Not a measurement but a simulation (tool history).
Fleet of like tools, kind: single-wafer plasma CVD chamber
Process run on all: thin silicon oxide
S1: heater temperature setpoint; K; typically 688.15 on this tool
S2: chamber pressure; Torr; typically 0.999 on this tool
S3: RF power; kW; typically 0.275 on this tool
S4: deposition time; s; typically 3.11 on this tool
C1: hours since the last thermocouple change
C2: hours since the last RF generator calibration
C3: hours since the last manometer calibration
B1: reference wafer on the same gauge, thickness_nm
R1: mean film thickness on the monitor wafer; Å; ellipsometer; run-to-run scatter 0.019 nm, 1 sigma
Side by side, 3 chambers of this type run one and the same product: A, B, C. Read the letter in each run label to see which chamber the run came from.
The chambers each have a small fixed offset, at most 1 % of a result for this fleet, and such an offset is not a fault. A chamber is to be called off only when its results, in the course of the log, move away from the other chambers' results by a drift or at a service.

| run | day | S1 | S2 | S3 | S4 | C1 | C2 | C3 | B1 | R1 |
|---|---|---|---|---|---|---|---|---|---|---|
| 1C | 0.358 | 688.15 | 0.999 | 0.275 | 3.11 | 479.3 | 251.9 | 1578.6 | 6.049 | 66.151 |
| 2A | 0.929 | 688.15 | 0.999 | 0.275 | 3.11 | 1482.6 | 873.1 | 1426.9 | 6.0471 | 66.131 |
| 3B | 1.217 | 688.15 | 0.999 | 0.275 | 3.11 | 329.2 | 720.8 | 1535.2 | 6.0516 | 66.231 |
| 4A | 1.762 | 688.15 | 0.999 | 0.275 | 3.11 | 1502.6 | 893.1 | 1446.9 | 6.0544 | 65.971 |
| 5C | 2.267 | 688.15 | 0.999 | 0.275 | 3.11 | 525.1 | 297.7 | 1624.4 | 6.0487 | 66.473 |
| 6B | 2.558 | 688.15 | 0.999 | 0.275 | 3.11 | 361.4 | 753 | 1567.4 | 6.0517 | 66.149 |
| 7A | 3.171 | 688.15 | 0.999 | 0.275 | 3.11 | 1536.4 | 926.9 | 1480.7 | 6.0476 | 65.691 |
| 8C | 3.717 | 688.15 | 0.999 | 0.275 | 3.11 | 559.9 | 332.5 | 1659.2 | 6.051 | 66.601 |
| 9B | 4.288 | 688.15 | 0.999 | 0.275 | 3.11 | 402.9 | 794.5 | 1608.9 | 6.0474 | 66.274 |
|  | 4.525 | chamber B: RF generator calibrated |
| 10B | 4.921 | 688.15 | 0.999 | 0.275 | 3.11 | 418.1 | 9.6 | 1624.1 | 6.0493 | 66.107 |
| 11A | 5.308 | 688.15 | 0.999 | 0.275 | 3.11 | 1587.7 | 978.2 | 1532 | 6.0541 | 66.171 |
| 12C | 5.808 | 688.15 | 0.999 | 0.275 | 3.11 | 610.1 | 382.7 | 1709.4 | 6.0497 | 66.305 |
| 13C | 6.279 | 688.15 | 0.999 | 0.275 | 3.11 | 621.4 | 394 | 1720.7 | 6.0495 | 66.682 |
| 14B | 6.821 | 688.15 | 0.999 | 0.275 | 3.11 | 463.7 | 55.2 | 1669.7 | 6.0472 | 66.479 |
| 15A | 7.158 | 688.15 | 0.999 | 0.275 | 3.11 | 1632.1 | 1022.6 | 1576.4 | 6.0504 | 65.838 |
| 16B | 7.621 | 688.15 | 0.878 | 0.275 | 2.79 | 482.9 | 74.4 | 1688.9 | 6.0487 | 53.341 |
| 17C | 8.192 | 688.15 | 0.878 | 0.275 | 2.79 | 667.3 | 439.9 | 1766.6 | 6.0539 | 53.588 |
| 18A | 8.633 | 688.15 | 0.878 | 0.275 | 2.79 | 1667.5 | 1058 | 1611.8 | 6.048 | 53.153 |
| 19A | 8.996 | 688.15 | 0.999 | 0.275 | 3.11 | 1676.2 | 1066.7 | 1620.5 | 6.0522 | 65.946 |
| 20B | 9.558 | 688.15 | 0.999 | 0.275 | 3.11 | 529.4 | 120.9 | 1735.4 | 6.051 | 66.293 |
| 21C | 9.938 | 688.15 | 0.999 | 0.275 | 3.34 | 709.2 | 481.8 | 1808.5 | 6.0534 | 71.142 |
| 22C | 10.312 | 688.15 | 0.999 | 0.275 | 3.34 | 718.2 | 490.8 | 1817.5 | 6.0485 | 71.6 |

Does one chamber stand apart from the rest, does the shared gauge drift, or is all well apart from small per-chamber offsets? Give the chamber and the most likely cause, where there is one.

No chamber is off and the gauge is stable; the differences are just each chamber's small, constant offset.
